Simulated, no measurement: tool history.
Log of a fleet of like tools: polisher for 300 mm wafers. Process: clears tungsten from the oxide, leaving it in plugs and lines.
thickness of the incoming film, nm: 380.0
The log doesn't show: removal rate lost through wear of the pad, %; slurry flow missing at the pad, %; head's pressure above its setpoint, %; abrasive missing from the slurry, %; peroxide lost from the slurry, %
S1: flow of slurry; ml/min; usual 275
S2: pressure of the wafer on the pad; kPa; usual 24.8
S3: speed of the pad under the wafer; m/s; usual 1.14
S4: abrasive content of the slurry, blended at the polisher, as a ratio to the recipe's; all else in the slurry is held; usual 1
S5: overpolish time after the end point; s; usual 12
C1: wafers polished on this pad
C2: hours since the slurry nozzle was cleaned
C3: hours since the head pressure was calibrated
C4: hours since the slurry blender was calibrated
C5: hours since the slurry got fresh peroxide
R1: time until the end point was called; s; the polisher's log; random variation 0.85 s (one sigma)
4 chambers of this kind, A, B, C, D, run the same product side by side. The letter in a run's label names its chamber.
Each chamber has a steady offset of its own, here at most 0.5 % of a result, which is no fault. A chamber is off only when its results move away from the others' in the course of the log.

run     day   S1    S2    S3    S4  S5    C1     C2      C3     C4     C5      R1
      0.475  -- chamber A: slurry tank refilled with fresh slurry and peroxide
 1C   0.488  275  24.8  1.14     1  12   420  373.2   197.8   40.3     35  67.099
 2D    0.75  275  24.8  1.14     1  12   218  369.5   316.9   22.2  116.7  66.158
      0.942  -- chamber B: slurry blender recalibrated
 3A   1.108  275  24.8  1.14     1  12   188  153.7   711.8  129.4   15.3  65.806
 4B   1.371  275  24.8  1.14     1  12   607  446.7   989.6   10.4  147.7  66.136
 5A     1.9  275  24.8  1.14     1  12   309  172.7   730.8  148.4   34.3  66.257
      1.971  -- chamber C: slurry tank refilled with fresh slurry and peroxide
 6D   2.483  275  24.8  1.14     1  12   482  411.1   358.5   63.8  158.3  65.329
 7C   3.012  275  24.8  1.14     1  12   805  433.8   258.4  100.9   25.1  65.845
      3.188  -- chamber B: slurry tank refilled with fresh slurry and peroxide
 8B   3.525  275  24.8  1.14     1  12   935  498.4  1041.3   62.1    8.2   65.25
      3.562  -- chamber A: slurry tank refilled with fresh slurry and peroxide
      3.771  -- chamber D: slurry tank refilled with fresh slurry and peroxide
      3.808  -- chamber B: worn pad replaced by a new one
 9D   3.892  275  24.8  1.14     1  12   697  444.9   392.3   97.6      3  66.156
10A   4.196  275  24.8  1.14     1  12   659  227.8   785.9  203.5   15.3  67.619
11C   4.525  275  24.8  1.34     1  12  1036  470.1   294.7  137.2   61.4  55.532
12B   4.979  275  24.8  1.34     1  12   178  533.3  1076.2     97   43.1  57.243
      5.404  -- chamber C: slurry tank refilled with fresh slurry and peroxide
13B   5.471  275  24.8  1.34     1  12   253  545.1    1088  108.8   54.9  56.154
      5.542  -- chamber B: slurry nozzle cleaned
      5.725  -- chamber C: worn pad replaced by a new one
      5.788  -- chamber C: slurry nozzle cleaned
14D   5.879  275  24.8  1.34     1  12  1000  492.6     440  145.3   50.7  56.034
15A   6.379  275  24.8  1.14     1  12   992  280.2   838.3  255.9   67.7  65.974
      6.421  -- chamber A: slurry tank refilled with fresh slurry and peroxide
      6.658  -- chamber A: worn pad replaced by a new one
      6.771  -- chamber D: worn pad replaced by a new one
16C   6.896  275  24.8  1.14     1  12   178   26.7   351.6  194.1   35.9  65.701
17A   7.196  275  24.8  1.14     1  12    82  299.8   857.9  275.5   18.6  64.664
18C   7.612  275  24.8  1.14  1.25  12   287   43.9   368.8  211.3   53.1  61.376
19D   8.112  275  24.8  1.14  1.25  12   204  546.2   493.6  198.9  104.3  62.493
      8.417  -- chamber C: slurry tank refilled with fresh slurry and peroxide
20B   8.488  275  24.8  1.14  1.25  12   713   70.8  1160.4  181.2  127.3  64.021
      8.638  -- chamber C: slurry blender recalibrated
21A   9.071  275  24.8  1.14  1.25  12   368  344.8   902.9  320.5   63.6   63.06
      9.162  -- chamber B: head pressure recalibrated
      9.312  -- chamber A: slurry tank refilled with fresh slurry and peroxide
22C   9.571  275  24.8  1.14     1  12   586   90.9   415.8   22.4   27.8  66.664
     10.025  -- chamber A: slurry blender recalibrated
23B  10.108  275  24.8  1.14     1  12   960  109.7    22.7  220.1  166.2  66.027
24D  10.546  305  29.6  1.14     1  12   575  604.6     552  257.3  162.7  54.401
     10.833  -- chamber B: slurry tank refilled with fresh slurry and peroxide
25B  11.038  305  29.6  1.14     1  12  1102    132      45  242.4      5  54.062
     11.042  -- chamber D: slurry nozzle cleaned
     11.175  -- chamber B: worn pad replaced by a new one
26C  11.383  305  29.6  1.14     1  12   862  134.4   459.3   65.9   71.3  55.483
     11.567  -- chamber C: slurry tank refilled with fresh slurry and peroxide
27A  11.946  305  29.6  1.14     1  12   806  413.8   971.9   46.1   63.2  54.271
28D  12.433  275  24.8  1.14     1  12   863   33.5   597.3  302.6    208  66.438
      12.45  -- chamber D: slurry blender recalibrated
     12.496  -- chamber C: worn pad replaced by a new one
       12.7  -- chamber D: slurry tank refilled with fresh slurry and peroxide
     12.717  -- chamber A: slurry tank refilled with fresh slurry and peroxide
29A  12.979  275  24.8  1.14     1  12   964  438.6   996.7   70.9    6.4  65.923
30B  13.525  275  33.1  1.14     1   7   358  191.7   104.7  302.1   64.7  50.232
     13.921  -- chamber A: worn pad replaced by a new one
31D  13.921  275  33.1  1.14     1   7  1090   69.2     633   35.3   29.4  49.456
32C  14.317  275  33.1  1.14     1   7   277  204.8   529.7  136.3     66  49.134
33B  14.688  275  33.1  1.14     1   7   535  219.6   132.6    330   92.6  48.177
     14.867  -- chamber C: slurry tank refilled with fresh slurry and peroxide
34D  14.975  275  24.8  1.14     1  12  1251   94.5   658.3   60.6   54.7  64.724
35C  15.342  275  24.8  1.14     1  12   434  229.4   554.3  160.9   11.4   65.29
36A  15.675  275  24.8  1.14     1  12   267  503.3  1061.4  135.6   71.1  66.209

What goes on in this fleet: one chamber off, a drifting gauge, or nothing beyond the chambers' own small offsets? Name the chamber and the cause, if any.

No chamber stands off beyond its own small offset, and the gauge holds steady.

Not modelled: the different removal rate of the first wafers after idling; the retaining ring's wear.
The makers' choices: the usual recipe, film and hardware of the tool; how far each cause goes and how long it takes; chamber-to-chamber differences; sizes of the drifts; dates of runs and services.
